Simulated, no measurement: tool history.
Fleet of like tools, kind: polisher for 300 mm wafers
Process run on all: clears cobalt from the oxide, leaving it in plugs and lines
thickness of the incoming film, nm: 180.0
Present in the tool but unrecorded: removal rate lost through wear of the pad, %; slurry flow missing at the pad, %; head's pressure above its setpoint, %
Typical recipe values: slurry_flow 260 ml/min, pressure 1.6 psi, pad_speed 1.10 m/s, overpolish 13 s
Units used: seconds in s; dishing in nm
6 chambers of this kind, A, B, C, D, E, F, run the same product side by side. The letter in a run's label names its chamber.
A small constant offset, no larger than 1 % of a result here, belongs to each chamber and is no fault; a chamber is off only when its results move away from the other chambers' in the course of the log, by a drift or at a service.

run,hour,slurry_flow,pressure,pad_speed,overpolish,wafers polished on this pad,hours since the slurry nozzle was cleaned,hours since the head pressure was calibrated,seconds,dishing
1E,3.7,260,1.6,1.10,13,812,479.4,219.0,35.761,24.250
2D,8.1,260,1.6,1.10,13,1413,388.4,390.2,34.243,23.183
3F,14.0,260,1.6,1.10,13,588,131.0,217.8,34.196,23.858
# hour 17.2: chamber F: worn pad replaced by a new one
4B,17.2,260,1.6,1.10,13,546,353.3,55.1,34.411,23.244
# hour 18.2: chamber D: worn pad replaced by a new one
# hour 19.5: chamber A: worn pad replaced by a new one
5A,22.6,260,1.6,1.10,13,38,76.0,555.0,33.894,24.150
6C,26.5,260,1.6,1.10,13,689,219.2,441.8,35.123,24.463
7B,31.4,260,1.6,1.10,13,719,367.5,69.3,34.284,23.568
# hour 34.1: chamber E: worn pad replaced by a new one
8C,34.6,260,1.6,1.10,13,788,227.3,449.9,35.000,22.957
9A,38.2,260,1.6,1.10,13,228,91.6,570.6,34.892,22.600
10F,42.6,260,1.6,1.10,13,310,159.6,246.4,33.159,23.536
11E,45.9,260,1.6,1.10,13,144,521.6,261.2,35.399,23.572
12D,49.5,260,1.6,1.10,13,382,429.8,431.6,32.554,23.977
13D,52.6,260,1.6,1.10,13,420,432.9,434.7,34.783,24.108
14B,57.5,260,1.6,1.10,13,1038,393.6,95.4,35.025,23.709
15A,62.4,260,1.6,1.10,13,523,115.8,594.8,35.075,24.048
# hour 66.7: chamber C: worn pad replaced by a new one
16C,67.9,340,1.6,1.10,5,15,260.6,483.2,34.319,16.580
# hour 68.4: chamber F: worn pad replaced by a new one
17F,71.1,340,1.6,1.10,5,33,188.1,274.9,33.303,16.266
18E,73.8,340,1.6,1.10,5,484,549.5,289.1,34.820,16.950
19B,76.5,340,1.6,1.10,5,1270,412.6,114.4,35.148,15.925
# hour 78.2: chamber E: head pressure recalibrated
20D,80.0,340,1.6,1.10,5,754,460.3,462.1,33.300,16.148
21E,83.6,340,1.6,1.10,5,604,559.3,5.5,34.414,16.002
# hour 83.9: chamber D: slurry nozzle cleaned
22F,86.1,260,1.6,1.10,13,216,203.1,289.9,34.560,23.152
23A,91.6,260,1.6,1.10,13,880,145.0,624.0,35.549,24.062
24C,96.0,260,1.6,1.10,13,357,288.7,511.3,35.034,22.924
# hour 96.6: chamber B: worn pad replaced by a new one
25A,99.9,260,1.6,1.10,13,981,153.3,632.3,35.202,24.026
26C,103.7,260,1.6,1.10,13,451,296.4,519.0,34.185,23.545
# hour 108.1: chamber E: slurry nozzle cleaned
27B,109.0,260,1.6,1.10,13,152,445.1,146.9,35.490,23.957
28D,113.8,260,1.6,1.10,13,1166,29.9,495.9,34.752,23.929
# hour 118.0: chamber F: worn pad replaced by a new one
29F,119.0,260,1.6,0.80,13,12,236.0,322.8,48.275,22.226
# hour 122.1: chamber D: worn pad replaced by a new one
30E,122.5,260,1.6,0.80,13,1079,14.5,44.4,49.234,22.298
31D,126.6,260,1.6,0.80,13,55,42.7,508.7,46.872,21.647
32E,130.9,260,1.6,0.80,13,1181,22.9,52.8,49.446,22.054
# hour 133.9: chamber A: worn pad replaced by a new one
33A,134.9,260,1.6,0.80,13,13,188.3,667.3,47.658,21.955
34C,138.6,260,1.6,0.80,13,877,331.3,553.9,48.886,22.311
35B,141.5,260,2.2,1.10,13,548,477.6,179.4,25.792,23.861
36F,144.5,260,2.2,1.10,13,323,261.5,348.3,25.448,24.458

Is one chamber off against the others, does the gauge drift, or is nothing wrong? If a chamber is off, say which, and what the likeliest cause is.

Nothing is wrong: each chamber keeps only its own small, steady offset and the gauge holds still.

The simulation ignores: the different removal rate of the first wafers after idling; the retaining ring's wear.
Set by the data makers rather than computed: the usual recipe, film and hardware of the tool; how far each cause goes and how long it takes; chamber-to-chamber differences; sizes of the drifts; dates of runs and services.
